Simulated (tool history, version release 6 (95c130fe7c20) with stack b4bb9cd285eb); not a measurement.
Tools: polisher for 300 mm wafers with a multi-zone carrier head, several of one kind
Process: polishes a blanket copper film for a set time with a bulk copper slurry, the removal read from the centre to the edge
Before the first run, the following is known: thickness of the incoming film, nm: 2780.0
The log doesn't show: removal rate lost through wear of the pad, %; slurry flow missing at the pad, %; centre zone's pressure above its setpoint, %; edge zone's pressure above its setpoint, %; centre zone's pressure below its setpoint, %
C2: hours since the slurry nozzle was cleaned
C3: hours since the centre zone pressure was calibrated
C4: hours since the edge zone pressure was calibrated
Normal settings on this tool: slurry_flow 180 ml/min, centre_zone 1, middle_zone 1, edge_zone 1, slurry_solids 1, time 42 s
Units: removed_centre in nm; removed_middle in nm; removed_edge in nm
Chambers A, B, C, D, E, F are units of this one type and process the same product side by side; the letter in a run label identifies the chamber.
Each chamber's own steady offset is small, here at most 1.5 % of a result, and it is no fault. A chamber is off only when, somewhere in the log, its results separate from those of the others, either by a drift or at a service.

{"hour": 3.5, "done": "chamber E: edge zone pressure recalibrated"}
{"hour": 3.7, "done": "chamber C: worn pad replaced by a new one"}
{"run": "1B", "hour": 9.9, "slurry_flow": 180, "centre_zone": 1, "middle_zone": 1, "edge_zone": 1, "slurry_solids": 1, "time": 42, "wafers polished on this pad": 559, "C2": 26.8, "C3": 30, "C4": 64.5, "removed_centre": 499.87, "removed_middle": 501.89, "removed_edge": 494.54}
{"hour": 10.9, "done": "chamber D: worn pad replaced by a new one"}
{"run": "2F", "hour": 18.3, "slurry_flow": 180, "centre_zone": 1, "middle_zone": 1, "edge_zone": 1, "slurry_solids": 1, "time": 42, "wafers polished on this pad": 890, "C2": 434.9, "C3": 584.5, "C4": 472.7, "removed_centre": 499, "removed_middle": 500.52, "removed_edge": 495.94}
{"run": "3D", "hour": 27.6, "slurry_flow": 180, "centre_zone": 1, "middle_zone": 1, "edge_zone": 1, "slurry_solids": 1, "time": 42, "wafers polished on this pad": 186, "C2": 495.8, "C3": 100.3, "C4": 252.1, "removed_centre": 500.75, "removed_middle": 498.39, "removed_edge": 503.17}
{"hour": 31.1, "done": "chamber B: worn pad replaced by a new one"}
{"run": "4C", "hour": 32.3, "slurry_flow": 180, "centre_zone": 1, "middle_zone": 1, "edge_zone": 1, "slurry_solids": 1, "time": 42, "wafers polished on this pad": 319, "C2": 286, "C3": 1156.8, "C4": 130.7, "removed_centre": 510.7, "removed_middle": 501.23, "removed_edge": 503.04}
{"hour": 33.3, "done": "chamber E: worn pad replaced by a new one"}
{"run": "5E", "hour": 40.7, "slurry_flow": 180, "centre_zone": 1, "middle_zone": 1, "edge_zone": 1, "slurry_solids": 1, "time": 42, "wafers polished on this pad": 83, "C2": 288.3, "C3": 343.4, "C4": 37.2, "removed_centre": 506.29, "removed_middle": 499.55, "removed_edge": 500.19}
{"run": "6A", "hour": 46.3, "slurry_flow": 180, "centre_zone": 1, "middle_zone": 1, "edge_zone": 1, "slurry_solids": 1, "time": 42, "wafers polished on this pad": 674, "C2": 691.4, "C3": 131.8, "C4": 144.9, "removed_centre": 513.41, "removed_middle": 504.17, "removed_edge": 501.26}
{"hour": 51.1, "done": "chamber F: worn pad replaced by a new one"}
{"run": "7E", "hour": 53.4, "slurry_flow": 180, "centre_zone": 1, "middle_zone": 1, "edge_zone": 1, "slurry_solids": 1, "time": 42, "wafers polished on this pad": 224, "C2": 301, "C3": 356.1, "C4": 49.9, "removed_centre": 498.16, "removed_middle": 499.33, "removed_edge": 499.91}
{"run": "8C", "hour": 62.5, "slurry_flow": 180, "centre_zone": 1, "middle_zone": 1, "edge_zone": 1, "slurry_solids": 1, "time": 42, "wafers polished on this pad": 655, "C2": 316.2, "C3": 1187, "C4": 160.9, "removed_centre": 498.95, "removed_middle": 503.96, "removed_edge": 502.57}
{"hour": 63.4, "done": "chamber A: worn pad replaced by a new one"}
{"run": "9D", "hour": 68.2, "slurry_flow": 180, "centre_zone": 1, "middle_zone": 1, "edge_zone": 1, "slurry_solids": 1, "time": 42, "wafers polished on this pad": 639, "C2": 536.4, "C3": 140.9, "C4": 292.7, "removed_centre": 499.51, "removed_middle": 500.56, "removed_edge": 494.2}
{"run": "10A", "hour": 77.7, "slurry_flow": 180, "centre_zone": 1, "middle_zone": 1, "edge_zone": 1, "slurry_solids": 1, "time": 42, "wafers polished on this pad": 160, "C2": 722.8, "C3": 163.2, "C4": 176.3, "removed_centre": 508.34, "removed_middle": 507.63, "removed_edge": 499.08}
{"hour": 82.0, "done": "chamber C: worn pad replaced by a new one"}
{"run": "11F", "hour": 82.3, "slurry_flow": 180, "centre_zone": 1, "middle_zone": 1, "edge_zone": 1, "slurry_solids": 1, "time": 42, "wafers polished on this pad": 348, "C2": 498.9, "C3": 648.5, "C4": 536.7, "removed_centre": 500.78, "removed_middle": 502.31, "removed_edge": 493.13}
{"run": "12B", "hour": 86.8, "slurry_flow": 180, "centre_zone": 1, "middle_zone": 1, "edge_zone": 1, "slurry_solids": 1, "time": 56, "wafers polished on this pad": 621, "C2": 103.7, "C3": 106.9, "C4": 141.4, "removed_centre": 652.84, "removed_middle": 669.37, "removed_edge": 660.64}
{"hour": 93.7, "done": "chamber E: worn pad replaced by a new one"}
{"run": "13D", "hour": 96.8, "slurry_flow": 180, "centre_zone": 1, "middle_zone": 1, "edge_zone": 1, "slurry_solids": 1, "time": 56, "wafers polished on this pad": 958, "C2": 565, "C3": 169.5, "C4": 321.3, "removed_centre": 673.22, "removed_middle": 671.86, "removed_edge": 672.55}
{"run": "14E", "hour": 102.6, "slurry_flow": 180, "centre_zone": 1, "middle_zone": 1, "edge_zone": 1, "slurry_solids": 1, "time": 56, "wafers polished on this pad": 100, "C2": 350.2, "C3": 405.3, "C4": 99.1, "removed_centre": 678.57, "removed_middle": 662.5, "removed_edge": 655.29}
{"hour": 106.8, "done": "chamber D: slurry nozzle cleaned"}
{"run": "15C", "hour": 108.4, "slurry_flow": 180, "centre_zone": 1, "middle_zone": 1, "edge_zone": 1, "slurry_solids": 1, "time": 56, "wafers polished on this pad": 294, "C2": 362.1, "C3": 1232.9, "C4": 206.8, "removed_centre": 676.35, "removed_middle": 668.84, "removed_edge": 660.83}
{"hour": 112.0, "done": "chamber C: centre zone pressure recalibrated"}
{"hour": 116.9, "done": "chamber B: worn pad replaced by a new one"}
{"run": "16A", "hour": 117.5, "slurry_flow": 180, "centre_zone": 1, "middle_zone": 1, "edge_zone": 1, "slurry_solids": 1, "time": 56, "wafers polished on this pad": 604, "C2": 762.6, "C3": 203, "C4": 216.1, "removed_centre": 666.08, "removed_middle": 670.51, "removed_edge": 671.69}
{"run": "17B", "hour": 127.5, "slurry_flow": 180, "centre_zone": 1, "middle_zone": 1, "edge_zone": 1, "slurry_solids": 1, "time": 56, "wafers polished on this pad": 119, "C2": 144.4, "C3": 147.6, "C4": 182.1, "removed_centre": 674.9, "removed_middle": 668.39, "removed_edge": 664.02}
{"hour": 130.9, "done": "chamber A: worn pad replaced by a new one"}
{"run": "18F", "hour": 136.9, "slurry_flow": 180, "centre_zone": 1, "middle_zone": 1, "edge_zone": 1, "slurry_solids": 1, "time": 42, "wafers polished on this pad": 957, "C2": 553.5, "C3": 703.1, "C4": 591.3, "removed_centre": 490.98, "removed_middle": 501.79, "removed_edge": 493.21}
{"hour": 142.6, "done": "chamber D: worn pad replaced by a new one"}
{"hour": 146.5, "done": "chamber F: worn pad replaced by a new one"}
{"run": "19A", "hour": 146.8, "slurry_flow": 180, "centre_zone": 1, "middle_zone": 1, "edge_zone": 1, "slurry_solids": 1, "time": 42, "wafers polished on this pad": 177, "C2": 791.9, "C3": 232.3, "C4": 245.4, "removed_centre": 510.05, "removed_middle": 501.6, "removed_edge": 505.01}
{"hour": 149.7, "done": "chamber A: slurry nozzle cleaned"}
{"hour": 151.0, "done": "chamber E: worn pad replaced by a new one"}
{"run": "20C", "hour": 153.8, "slurry_flow": 180, "centre_zone": 1, "middle_zone": 1, "edge_zone": 1, "slurry_solids": 1, "time": 42, "wafers polished on this pad": 801, "C2": 407.5, "C3": 41.9, "C4": 252.2, "removed_centre": 511.64, "removed_middle": 502.82, "removed_edge": 496.03}
{"run": "21E", "hour": 159.6, "slurry_flow": 180, "centre_zone": 1.04, "middle_zone": 1, "edge_zone": 1, "slurry_solids": 1, "time": 54, "wafers polished on this pad": 96, "C2": 407.2, "C3": 462.3, "C4": 156.1, "removed_centre": 652.19, "removed_middle": 644.45, "removed_edge": 646.83}
{"run": "22F", "hour": 165.7, "slurry_flow": 180, "centre_zone": 1.04, "middle_zone": 1, "edge_zone": 1, "slurry_solids": 1, "time": 54, "wafers polished on this pad": 214, "C2": 582.3, "C3": 731.9, "C4": 620.1, "removed_centre": 633.55, "removed_middle": 638.72, "removed_edge": 640.52}
{"run": "23B", "hour": 172.5, "slurry_flow": 180, "centre_zone": 1.04, "middle_zone": 1, "edge_zone": 1, "slurry_solids": 1, "time": 54, "wafers polished on this pad": 620, "C2": 189.4, "C3": 192.6, "C4": 227.1, "removed_centre": 662.65, "removed_middle": 632, "removed_edge": 631.47}
{"run": "24D", "hour": 177.2, "slurry_flow": 180, "centre_zone": 1.04, "middle_zone": 1, "edge_zone": 1, "slurry_solids": 1, "time": 54, "wafers polished on this pad": 386, "C2": 70.4, "C3": 249.9, "C4": 401.7, "removed_centre": 680.84, "removed_middle": 641.71, "removed_edge": 646.47}
{"hour": 178.1, "done": "chamber C: worn pad replaced by a new one"}
{"run": "25D", "hour": 182.9, "slurry_flow": 180, "centre_zone": 1.04, "middle_zone": 1, "edge_zone": 1, "slurry_solids": 1, "time": 54, "wafers polished on this pad": 450, "C2": 76.1, "C3": 255.6, "C4": 407.4, "removed_centre": 662.31, "removed_middle": 644.19, "removed_edge": 643.2}
{"hour": 185.1, "done": "chamber B: worn pad replaced by a new one"}
{"run": "26F", "hour": 190.3, "slurry_flow": 180, "centre_zone": 1.04, "middle_zone": 1, "edge_zone": 1, "slurry_solids": 1, "time": 54, "wafers polished on this pad": 488, "C2": 606.9, "C3": 756.5, "C4": 644.7, "removed_centre": 616.74, "removed_middle": 639.62, "removed_edge": 635.48}
{"hour": 193.1, "done": "chamber F: slurry nozzle cleaned"}
{"run": "27A", "hour": 199.4, "slurry_flow": 180, "centre_zone": 1, "middle_zone": 1, "edge_zone": 1, "slurry_solids": 1, "time": 42, "wafers polished on this pad": 763, "C2": 49.7, "C3": 284.9, "C4": 298, "removed_centre": 501.06, "removed_middle": 500.63, "removed_edge": 501.65}
{"run": "28B", "hour": 204.2, "slurry_flow": 180, "centre_zone": 1, "middle_zone": 1, "edge_zone": 1, "slurry_solids": 1, "time": 42, "wafers polished on this pad": 213, "C2": 221.1, "C3": 224.3, "C4": 258.8, "removed_centre": 494.67, "removed_middle": 496.73, "removed_edge": 494.41}
{"hour": 205.6, "done": "chamber A: worn pad replaced by a new one"}
{"hour": 205.9, "done": "chamber E: worn pad replaced by a new one"}
{"run": "29E", "hour": 209.7, "slurry_flow": 180, "centre_zone": 1, "middle_zone": 1, "edge_zone": 1, "slurry_solids": 1, "time": 42, "wafers polished on this pad": 42, "C2": 457.3, "C3": 512.4, "C4": 206.2, "removed_centre": 489.54, "removed_middle": 499.52, "removed_edge": 500.86}
{"run": "30C", "hour": 214.5, "slurry_flow": 180, "centre_zone": 1, "middle_zone": 1, "edge_zone": 1, "slurry_solids": 1, "time": 42, "wafers polished on this pad": 406, "C2": 468.2, "C3": 102.6, "C4": 312.9, "removed_centre": 508.97, "removed_middle": 504.36, "removed_edge": 498.58}
{"run": "31A", "hour": 224.4, "slurry_flow": 180, "centre_zone": 1, "middle_zone": 1.06, "edge_zone": 1, "slurry_solids": 1, "time": 34, "wafers polished on this pad": 209, "C2": 74.7, "C3": 309.9, "C4": 323, "removed_centre": 406.77, "removed_middle": 430.89, "removed_edge": 406.73}
{"run": "32C", "hour": 231.5, "slurry_flow": 180, "centre_zone": 1, "middle_zone": 1.06, "edge_zone": 1, "slurry_solids": 1, "time": 34, "wafers polished on this pad": 596, "C2": 485.2, "C3": 119.6, "C4": 329.9, "removed_centre": 409.67, "removed_middle": 429.91, "removed_edge": 402.26}
{"run": "33B", "hour": 236.2, "slurry_flow": 180, "centre_zone": 1, "middle_zone": 1.06, "edge_zone": 1, "slurry_solids": 1, "time": 34, "wafers polished on this pad": 570, "C2": 253.1, "C3": 256.3, "C4": 290.8, "removed_centre": 401.07, "removed_middle": 429.92, "removed_edge": 399.97}
{"hour": 238.4, "done": "chamber D: centre zone pressure recalibrated"}
{"hour": 239.1, "done": "chamber F: worn pad replaced by a new one"}
{"run": "34E", "hour": 246.7, "slurry_flow": 180, "centre_zone": 1, "middle_zone": 1.06, "edge_zone": 1, "slurry_solids": 1, "time": 34, "wafers polished on this pad": 455, "C2": 494.3, "C3": 549.4, "C4": 243.2, "removed_centre": 405.16, "removed_middle": 429.46, "removed_edge": 406.65}
{"run": "35F", "hour": 254.4, "slurry_flow": 180, "centre_zone": 1, "middle_zone": 1.06, "edge_zone": 1, "slurry_solids": 1, "time": 34, "wafers polished on this pad": 170, "C2": 61.4, "C3": 820.6, "C4": 708.8, "removed_centre": 365.98, "removed_middle": 424.86, "removed_edge": 403.68}
{"run": "36D", "hour": 260.9, "slurry_flow": 180, "centre_zone": 1, "middle_zone": 1.06, "edge_zone": 1, "slurry_solids": 1, "time": 34, "wafers polished on this pad": 1320, "C2": 154.1, "C3": 22.6, "C4": 485.4, "removed_centre": 400, "removed_middle": 426.94, "removed_edge": 409.36}

Which is it: a chamber that has drifted or been left off by a service, a gauge drift common to all chambers, or only each chamber's usual small offset? If a chamber is off, name it and its likeliest cause.

One chamber, F, drifts off from the rest bit by bit.
What lies behind it: centre zone's pressure below its setpoint, % = 11.

Here are 4 candidates for chamber F's next run, each the usual settings with a change, their results left as question marks. Which one brings its results back in line with what the others give on the usual settings?
To be in line, a result may differ from the other chambers' mean on the usual settings by at most: removed_centre 21 nm; removed_middle 11 nm; removed_edge 12 nm
{"run": "37F-1", "hour": 268.4, "slurry_flow": 185, "centre_zone": 1.04, "middle_zone": 0.99, "edge_zone": 0.99, "slurry_solids": 1, "time": 42, "removed_centre": "?", "removed_middle": "?", "removed_edge": "?"}
{"run": "37F-2", "hour": 268.4, "slurry_flow": 175, "centre_zone": 0.96, "middle_zone": 1.01, "edge_zone": 1.01, "slurry_solids": 1, "time": 42, "removed_centre": "?", "removed_middle": "?", "removed_edge": "?"}
{"run": "37F-3", "hour": 268.4, "slurry_flow": 175, "centre_zone": 0.91, "middle_zone": 1.02, "edge_zone": 1.03, "slurry_solids": 1, "time": 41, "removed_centre": "?", "removed_middle": "?", "removed_edge": "?"}
{"run": "37F-4", "hour": 268.4, "slurry_flow": 185, "centre_zone": 1.09, "middle_zone": 0.98, "edge_zone": 0.97, "slurry_solids": 1, "time": 43, "removed_centre": "?", "removed_middle": "?", "removed_edge": "?"}

Other chambers, usual settings, mean: removed_centre 501.18 nm; removed_middle 500.77 nm; removed_edge 498.48 nm
run=37F-1 removed_centre=465.7 removed_middle=493.27 removed_edge=492.25
run=37F-2 removed_centre=421.98 removed_middle=498.02 removed_edge=494.15
run=37F-3 removed_centre=388.08 removed_middle=490.62 removed_edge=487.42
run=37F-4 removed_centre=502.05 removed_middle=500.3 removed_edge=498.64
37F-4 puts the chamber back in line with the other chambers.
